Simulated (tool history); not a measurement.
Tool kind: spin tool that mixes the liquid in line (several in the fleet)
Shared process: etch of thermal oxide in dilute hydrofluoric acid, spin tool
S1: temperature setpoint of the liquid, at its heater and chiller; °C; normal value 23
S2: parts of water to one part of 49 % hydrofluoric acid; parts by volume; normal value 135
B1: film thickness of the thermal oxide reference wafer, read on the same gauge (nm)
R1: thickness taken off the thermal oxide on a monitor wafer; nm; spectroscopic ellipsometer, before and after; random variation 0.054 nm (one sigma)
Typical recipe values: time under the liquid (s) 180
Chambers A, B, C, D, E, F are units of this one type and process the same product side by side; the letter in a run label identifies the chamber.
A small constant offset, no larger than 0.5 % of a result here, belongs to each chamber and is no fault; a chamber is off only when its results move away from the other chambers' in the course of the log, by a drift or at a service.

run 1C hour=7.3 | S1=23 S2=135 time_under_the_liquid_(s)=180 | B1=149.98 | R1=5.9986
run 2A hour=12.7 | S1=23 S2=135 time_under_the_liquid_(s)=180 | B1=149.99 | R1=5.9575
run 3D hour=18.4 | S1=23 S2=135 time_under_the_liquid_(s)=180 | B1=150.00 | R1=6.0024
run 4F hour=22.9 | S1=23 S2=135 time_under_the_liquid_(s)=180 | B1=150.02 | R1=6.0012
run 5B hour=28.6 | S1=23 S2=135 time_under_the_liquid_(s)=180 | B1=150.00 | R1=6.0721
run 6E hour=32.7 | S1=23 S2=135 time_under_the_liquid_(s)=180 | B1=150.02 | R1=5.9811
run 7C hour=37.7 | S1=23 S2=135 time_under_the_liquid_(s)=180 | B1=149.99 | R1=5.9983
run 8B hour=43.3 | S1=23 S2=135 time_under_the_liquid_(s)=180 | B1=150.01 | R1=5.9894
run 9A hour=50.6 | S1=23 S2=135 time_under_the_liquid_(s)=180 | B1=149.97 | R1=6.0446
run 10E hour=56.3 | S1=23 S2=135 time_under_the_liquid_(s)=180 | B1=150.04 | R1=5.9625
run 11D hour=62.1 | S1=23 S2=135 time_under_the_liquid_(s)=180 | B1=150.00 | R1=5.8808
run 12F hour=67.8 | S1=23 S2=135 time_under_the_liquid_(s)=180 | B1=149.99 | R1=6.0617
-- hour=73.7 chamber C: thermometer replaced
run 13D hour=74.4 | S1=23 S2=135 time_under_the_liquid_(s)=180 | B1=150.00 | R1=5.9240
run 14F hour=81.1 | S1=23 S2=135 time_under_the_liquid_(s)=180 | B1=150.02 | R1=6.0506
run 15C hour=86.2 | S1=23 S2=135 time_under_the_liquid_(s)=180 | B1=149.98 | R1=5.9116
run 16A hour=90.7 | S1=23 S2=135 time_under_the_liquid_(s)=180 | B1=150.01 | R1=6.0199
run 17E hour=96.8 | S1=20 S2=105 time_under_the_liquid_(s)=180 | B1=150.02 | R1=7.0301
run 18B hour=102.0 | S1=20 S2=105 time_under_the_liquid_(s)=180 | B1=150.00 | R1=7.0817
run 19B hour=106.2 | S1=20 S2=105 time_under_the_liquid_(s)=180 | B1=150.01 | R1=7.0835
run 20A hour=113.4 | S1=20 S2=105 time_under_the_liquid_(s)=180 | B1=150.00 | R1=7.1727
run 21F hour=117.6 | S1=20 S2=105 time_under_the_liquid_(s)=180 | B1=149.98 | R1=7.1164
run 22E hour=123.4 | S1=20 S2=105 time_under_the_liquid_(s)=180 | B1=150.04 | R1=6.9990
-- hour=126.9 chamber F: thermometer replaced
run 23C hour=130.6 | S1=23 S2=135 time_under_the_liquid_(s)=180 | B1=149.99 | R1=5.9788
run 24D hour=134.9 | S1=23 S2=135 time_under_the_liquid_(s)=180 | B1=150.01 | R1=6.0733
run 25D hour=142.2 | S1=23 S2=135 time_under_the_liquid_(s)=180 | B1=150.04 | R1=6.1913
run 26B hour=146.9 | S1=23 S2=135 time_under_the_liquid_(s)=180 | B1=150.01 | R1=6.0023
run 27A hour=153.8 | S1=23 S2=135 time_under_the_liquid_(s)=180 | B1=150.05 | R1=6.0322
run 28C hour=158.7 | S1=23 S2=135 time_under_the_liquid_(s)=180 | B1=149.99 | R1=5.9343
run 29E hour=163.2 | S1=23 S2=135 time_under_the_liquid_(s)=180 | B1=150.03 | R1=6.0376
run 30F hour=166.5 | S1=23 S2=135 time_under_the_liquid_(s)=180 | B1=149.96 | R1=6.0197
-- hour=173.0 chamber A: thermometer replaced
run 31F hour=173.6 | S1=23 S2=135 time_under_the_liquid_(s)=180 | B1=149.97 | R1=5.9366
run 32E hour=179.8 | S1=23 S2=135 time_under_the_liquid_(s)=180 | B1=149.99 | R1=5.9623
run 33D hour=185.9 | S1=23 S2=135 time_under_the_liquid_(s)=180 | B1=149.98 | R1=6.2626
run 34A hour=192.3 | S1=23 S2=135 time_under_the_liquid_(s)=180 | B1=149.98 | R1=5.9130
run 35B hour=196.8 | S1=23 S2=135 time_under_the_liquid_(s)=180 | B1=150.00 | R1=6.0204
run 36C hour=203.1 | S1=23 S2=135 time_under_the_liquid_(s)=180 | B1=149.99 | R1=5.8104
run 37A hour=208.3 | S1=23 S2=135 time_under_the_liquid_(s)=180 | B1=150.02 | R1=5.9170
run 38F hour=214.1 | S1=23 S2=135 time_under_the_liquid_(s)=180 | B1=150.02 | R1=5.9401
run 39C hour=219.2 | S1=23 S2=135 time_under_the_liquid_(s)=180 | B1=150.04 | R1=5.8980
run 40D hour=224.3 | S1=23 S2=135 time_under_the_liquid_(s)=180 | B1=150.02 | R1=6.4348

For the next run the whole fleet of 6 chambers uses the same settings. Give each chamber's results:
run 41A hour=229.6 | S1=23 S2=135 time_under_the_liquid_(s)=180 | R1=?
run 41B hour=229.6 | S1=23 S2=135 time_under_the_liquid_(s)=180 | R1=?
run 41C hour=229.6 | S1=23 S2=135 time_under_the_liquid_(s)=180 | R1=?
run 41D hour=229.6 | S1=23 S2=135 time_under_the_liquid_(s)=180 | R1=?
run 41E hour=229.6 | S1=23 S2=135 time_under_the_liquid_(s)=180 | R1=?
run 41F hour=229.6 | S1=23 S2=135 time_under_the_liquid_(s)=180 | R1=?

run=41A R1=5.8869
run=41B R1=5.9583
run=41C R1=5.9573
run=41D R1=6.4190
run=41E R1=6.0154
run=41F R1=5.9571
